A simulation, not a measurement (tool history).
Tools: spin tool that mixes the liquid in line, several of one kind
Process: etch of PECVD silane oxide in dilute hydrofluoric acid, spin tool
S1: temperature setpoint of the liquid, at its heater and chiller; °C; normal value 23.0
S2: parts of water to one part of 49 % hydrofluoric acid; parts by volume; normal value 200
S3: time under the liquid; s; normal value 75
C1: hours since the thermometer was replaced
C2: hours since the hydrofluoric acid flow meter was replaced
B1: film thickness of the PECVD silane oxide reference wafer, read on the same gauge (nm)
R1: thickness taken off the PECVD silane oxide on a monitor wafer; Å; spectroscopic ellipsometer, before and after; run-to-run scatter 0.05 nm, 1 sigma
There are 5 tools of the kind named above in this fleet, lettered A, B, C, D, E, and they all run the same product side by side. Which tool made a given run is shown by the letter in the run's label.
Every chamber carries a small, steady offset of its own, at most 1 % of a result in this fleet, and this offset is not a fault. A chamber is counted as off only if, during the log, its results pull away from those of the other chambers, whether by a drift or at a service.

run	hour	S1	S2	S3	C1	C2	B1	R1
1B	5.0	23.0	200	75	385.2	555.2	130.00	75.418
2C	9.4	23.0	200	75	152.3	167.5	129.98	74.907
3A	14.8	23.0	200	75	224.4	1045.0	130.00	75.226
4D	21.2	23.0	200	75	478.7	320.1	130.03	75.554
5E	25.0	23.0	200	75	822.0	197.1	130.03	74.513
6C	29.1	25.5	270	75	172.0	187.2	130.00	55.858
7B	37.0	25.5	270	75	417.2	587.2	129.99	56.535
8A	41.7	25.5	270	75	251.3	1071.9	129.99	56.974
9D	47.7	25.5	270	75	505.2	346.6	129.99	56.517
10E	55.3	25.5	270	75	852.3	227.4	130.01	55.640
11D	63.3	23.0	200	75	520.8	362.2	130.00	75.571
12B	70.7	23.0	200	75	450.9	620.9	130.00	75.002
13E	76.5	23.0	200	75	873.5	248.6	129.98	73.935
14A	81.8	23.0	200	75	291.4	1112.0	130.00	74.974
15C	89.9	23.0	200	75	232.8	248.0	130.01	74.788
16D	98.0	23.0	200	75	555.5	396.9	130.01	74.277
17B	103.7	26.5	200	75	483.9	653.9	129.99	86.505
18A	112.2	26.5	200	75	321.8	1142.4	130.00	86.259
19C	118.3	26.5	200	75	261.2	276.4	129.99	84.864
20E	126.2	26.5	200	75	923.2	298.3	130.00	84.309
21E	131.7	26.5	200	75	928.7	303.8	129.98	84.699
22D	138.5	23.0	200	75	596.0	437.4	129.99	74.874
23C	145.1	23.0	200	75	288.0	303.2	130.04	74.116
24B	149.6	23.0	200	75	529.8	699.8	129.99	74.320
25A	154.8	23.0	200	75	364.4	1185.0	130.01	75.694
26D	163.6	23.0	200	75	621.1	462.5	129.99	75.690
27E	171.5	23.0	200	75	968.5	343.6	130.02	74.123
28C	176.2	23.0	200	75	319.1	334.3	130.00	73.283
29B	181.0	23.0	200	75	561.2	731.2	130.00	74.974
30A	189.8	23.0	200	75	399.4	1220.0	130.01	76.168
31C	195.5	23.0	200	75	338.4	353.6	130.00	73.521

Has any chamber moved away from the others, gradually or after a service, or does the common gauge drift, or do the chambers differ only by their own small steady offsets? State the chamber and the most likely cause if one applies.

No chamber stands off beyond its own small offset, and the gauge holds steady.

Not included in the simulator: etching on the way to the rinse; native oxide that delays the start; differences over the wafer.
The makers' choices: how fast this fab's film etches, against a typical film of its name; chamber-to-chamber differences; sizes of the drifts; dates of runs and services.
